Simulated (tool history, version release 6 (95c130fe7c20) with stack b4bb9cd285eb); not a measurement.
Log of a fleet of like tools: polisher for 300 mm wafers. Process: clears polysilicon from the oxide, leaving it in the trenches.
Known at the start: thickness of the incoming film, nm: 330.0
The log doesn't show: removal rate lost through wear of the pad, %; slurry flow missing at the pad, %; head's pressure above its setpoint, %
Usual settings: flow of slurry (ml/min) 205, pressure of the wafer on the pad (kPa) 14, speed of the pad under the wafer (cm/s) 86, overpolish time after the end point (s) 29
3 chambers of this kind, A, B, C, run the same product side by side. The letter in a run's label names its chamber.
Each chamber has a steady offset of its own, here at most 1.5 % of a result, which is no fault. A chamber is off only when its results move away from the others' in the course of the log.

run,hour,flow of slurry (ml/min),pressure of the wafer on the pad (kPa),speed of the pad under the wafer (cm/s),overpolish time after the end point (s),wafers polished on this pad,hours since the slurry nozzle was cleaned,hours since the head pressure was calibrated,time until the end point was called (s),dishing of a wide line in a test structure (Å)
1B,11.8,205,14,86,29,275,666.9,134.0,34.859,727.51
2A,25.7,205,14,86,29,1292,55.1,854.5,36.253,735.53
3C,34.8,205,14,86,29,616,235.7,97.2,36.576,726.13
# hour 35.9: chamber A: worn pad replaced by a new one
4B,43.0,205,14,86,29,542,698.1,165.2,35.999,724.15
# hour 50.8: chamber C: worn pad replaced by a new one
5A,50.9,205,14,86,29,128,80.3,879.7,36.127,718.32
6C,65.5,205,14,86,29,126,266.4,127.9,35.762,746.62
7B,80.9,205,14,86,29,867,736.0,203.1,35.615,724.75
8A,95.6,205,14,86,29,512,125.0,924.4,35.644,711.38
9C,107.6,205,14,86,29,487,308.5,170.0,36.468,742.55
# hour 114.1: chamber B: slurry nozzle cleaned
10C,118.4,205,14,86,29,580,319.3,180.8,35.857,739.07
11A,126.7,205,14,86,29,778,156.1,955.5,35.023,705.57
# hour 131.3: chamber B: worn pad replaced by a new one
12B,135.6,205,14,86,29,37,21.5,257.8,35.631,720.40
# hour 138.8: chamber C: worn pad replaced by a new one
13C,146.5,205,14,86,29,66,347.4,208.9,36.424,762.89
14A,161.7,205,14,86,39,1079,191.1,990.5,36.049,756.43
# hour 175.9: chamber A: worn pad replaced by a new one
15B,176.1,205,14,86,39,385,62.0,298.3,35.868,762.12
16B,188.1,205,14,86,39,488,74.0,310.3,35.545,783.57
17A,199.1,205,14,86,29,199,228.5,1027.9,35.524,744.20
18C,206.6,205,14,86,29,582,407.5,269.0,36.298,740.50
19B,214.7,205,14,86,29,716,100.6,336.9,35.691,717.14
20A,221.9,250,14,86,29,395,251.3,1050.7,36.007,747.87
# hour 224.7: chamber C: worn pad replaced by a new one
21C,234.1,250,14,86,29,81,435.0,296.5,34.845,762.81
22A,246.7,250,14,86,29,607,276.1,1075.5,35.462,761.02
23B,255.3,205,14,86,29,1064,141.2,377.5,35.863,729.01
24C,262.2,205,14,86,29,322,463.1,324.6,36.450,752.53
25A,277.5,205,14,86,29,872,306.9,1106.3,35.542,733.76
# hour 281.2: chamber B: worn pad replaced by a new one
26B,286.5,205,14,86,29,45,172.4,408.7,35.412,733.33
27C,296.1,205,14,86,29,613,497.0,358.5,35.036,723.45
28C,306.4,205,14,86,29,701,507.3,368.8,35.772,727.06
29A,315.3,205,14,86,29,1196,344.7,1144.1,35.569,745.78
# hour 318.9: chamber C: worn pad replaced by a new one
30B,325.5,205,14,86,29,380,211.4,447.7,35.758,725.70
# hour 326.9: chamber A: worn pad replaced by a new one
31C,332.5,205,14,86,29,117,533.4,394.9,35.049,748.60
32B,339.2,205,14,86,29,497,225.1,461.4,36.421,726.63
33A,354.3,205,14,86,29,235,383.7,1183.1,35.327,731.38
34C,368.5,205,14,86,29,426,569.4,430.9,35.882,731.20
35B,379.4,205,14,86,29,842,265.3,501.6,35.686,722.53
36A,392.4,205,14,106,44,562,421.8,1221.2,29.241,766.59

What goes on in this fleet: one chamber off, a drifting gauge, or nothing beyond the chambers' own small offsets? Name the chamber and the cause, if any.

No chamber stands off beyond its own small offset, and the gauge holds steady.
